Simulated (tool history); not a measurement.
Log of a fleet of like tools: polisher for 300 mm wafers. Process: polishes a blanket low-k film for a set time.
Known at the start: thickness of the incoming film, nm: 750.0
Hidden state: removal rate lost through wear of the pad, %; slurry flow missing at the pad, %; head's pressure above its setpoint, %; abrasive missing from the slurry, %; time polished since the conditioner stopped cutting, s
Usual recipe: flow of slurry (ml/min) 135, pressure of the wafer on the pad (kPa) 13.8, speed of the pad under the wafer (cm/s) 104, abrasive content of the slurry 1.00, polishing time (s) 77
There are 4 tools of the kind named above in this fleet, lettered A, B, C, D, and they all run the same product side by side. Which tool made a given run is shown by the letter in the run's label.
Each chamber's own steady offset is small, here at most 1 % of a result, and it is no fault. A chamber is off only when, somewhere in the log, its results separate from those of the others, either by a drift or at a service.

run,day,flow of slurry (ml/min),pressure of the wafer on the pad (kPa),speed of the pad under the wafer (cm/s),abrasive content of the slurry,polishing time (s),wafers polished on this pad,hours since the slurry nozzle was cleaned,hours since the head pressure was calibrated,hours since the slurry blender was calibrated,hours since the conditioning disc was replaced,film removed (Å)
# day 0.167: chamber A: worn pad replaced by a new one
1A,0.200,135,13.8,104,1.00,77,8,416.8,511.2,28.7,31.4,289.56
# day 0.304: chamber D: worn pad replaced by a new one
2B,0.417,135,13.8,104,1.00,77,466,14.0,230.1,242.3,171.3,289.44
3C,0.525,135,13.8,104,1.00,77,389,248.8,726.4,228.6,123.2,287.12
4D,0.646,135,13.8,104,1.00,77,81,181.9,844.8,429.9,275.1,286.99
5B,0.875,135,13.8,104,1.00,77,574,25.0,241.1,253.3,182.3,287.09
6D,1.017,135,13.8,104,1.00,77,169,190.8,853.7,438.8,284.0,288.28
7A,1.142,135,13.8,104,1.00,77,230,439.4,533.8,51.3,54.0,288.13
# day 1.254: chamber D: conditioning disc replaced and pad reconditioned
8C,1.279,135,13.8,104,1.00,77,567,266.9,744.5,246.7,141.3,292.97
9B,1.383,135,13.8,104,1.00,77,694,37.2,253.3,265.5,194.5,286.79
# day 1.400: chamber D: slurry blender recalibrated
10A,1.538,135,13.8,104,1.00,77,324,448.9,543.3,60.8,63.5,292.36
11D,1.742,135,13.8,104,1.00,77,340,208.2,871.1,8.2,11.7,291.36
12C,1.921,135,13.8,104,1.00,77,719,282.3,759.9,262.1,156.7,293.10
13A,2.092,115,13.8,90,1.00,77,455,462.2,556.6,74.1,76.8,251.98
14D,2.217,115,13.8,90,1.00,77,452,219.6,882.5,19.6,23.1,249.34
15B,2.433,115,13.8,90,1.00,77,942,62.4,278.5,290.7,219.7,245.48
16C,2.667,115,13.8,90,1.00,77,895,300.2,777.8,280.0,174.6,250.83
17D,2.817,135,13.8,104,1.00,77,594,234.0,896.9,34.0,37.5,287.71
# day 2.933: chamber A: worn pad replaced by a new one
18C,3.038,135,13.8,104,1.00,77,983,309.1,786.7,288.9,183.5,287.32
# day 3.083: chamber B: conditioning disc replaced and pad reconditioned
19A,3.146,135,13.8,104,1.00,77,50,487.5,581.9,99.4,102.1,286.18
# day 3.262: chamber C: conditioning disc replaced and pad reconditioned
20B,3.292,135,13.8,104,1.00,77,1145,83.0,299.1,311.3,5.0,273.98
# day 3.400: chamber D: worn pad replaced by a new one
21A,3.438,135,13.8,104,1.00,77,119,494.5,588.9,106.4,109.1,291.05
22D,3.621,135,13.8,104,1.00,77,52,253.3,916.2,53.3,56.8,284.09
# day 3.754: chamber A: slurry nozzle cleaned
23B,3.862,95,13.8,104,1.00,95,1279,96.7,312.8,325.0,18.7,310.70
# day 3.933: chamber B: head pressure recalibrated
# day 3.946: chamber A: conditioning disc replaced and pad reconditioned
# day 4.021: chamber C: worn pad replaced by a new one
24C,4.058,95,13.8,104,1.00,95,9,333.6,811.2,313.4,19.1,331.17
25B,4.233,95,13.8,104,1.00,95,1367,105.6,7.3,333.9,27.6,309.61
26D,4.342,95,13.8,104,1.00,95,222,270.6,933.5,70.6,74.1,323.08
27C,4.525,135,13.8,134,0.85,77,119,344.8,822.4,324.6,30.3,328.68
28A,4.708,135,13.8,134,0.85,77,419,23.0,619.4,136.9,18.3,329.48
# day 4.808: chamber C: slurry blender recalibrated
29D,4.946,135,13.8,134,0.85,77,365,285.1,948.0,85.1,88.6,322.87
# day 5.062: chamber D: head pressure recalibrated
30B,5.133,135,13.8,134,0.85,77,1579,127.2,28.9,355.5,49.2,300.09
31C,5.304,135,13.8,104,1.00,77,303,363.5,841.1,11.9,49.0,291.12
32A,5.488,135,13.8,104,1.00,77,603,41.7,638.1,155.6,37.0,293.69
# day 5.517: chamber A: worn pad replaced by a new one
33A,5.683,135,13.8,104,1.00,77,40,46.4,642.8,160.3,41.7,293.56
34D,5.825,135,13.8,104,1.00,77,572,306.2,18.3,106.2,109.7,285.18
35C,6.025,135,13.8,104,1.00,77,473,380.8,858.4,29.2,66.3,285.80
# day 6.179: chamber D: worn pad replaced by a new one
36B,6.271,135,13.8,104,1.00,77,1848,154.5,56.2,382.8,76.5,260.61
37C,6.429,135,13.8,104,1.00,77,569,390.5,868.1,38.9,76.0,290.97
38A,6.562,135,13.8,104,1.00,77,247,67.5,663.9,181.4,62.8,288.73
39D,6.704,115,10.3,104,1.00,77,124,327.3,39.4,127.3,130.8,209.44
40B,6.842,115,10.3,104,1.00,77,1983,168.2,69.9,396.5,90.2,187.66
# day 6.938: chamber B: slurry blender recalibrated
41A,6.971,115,10.3,104,1.00,77,344,77.3,673.7,191.2,72.6,212.81
42D,7.138,115,10.3,104,1.00,77,226,337.7,49.8,137.7,141.2,205.87
43B,7.296,135,13.8,104,1.00,77,2090,179.1,80.8,8.6,101.1,252.65

All chambers now run identical settings, listed one chamber a line with results as question marks. What results will each chamber show?
44A,7.471,135,13.8,104,1.00,77,,,,,,?
44B,7.471,135,13.8,104,1.00,77,,,,,,?
44C,7.471,135,13.8,104,1.00,77,,,,,,?
44D,7.471,135,13.8,104,1.00,77,,,,,,?

run,film removed (Å)
44A,292.59
44B,253.68
44C,291.65
44D,283.33
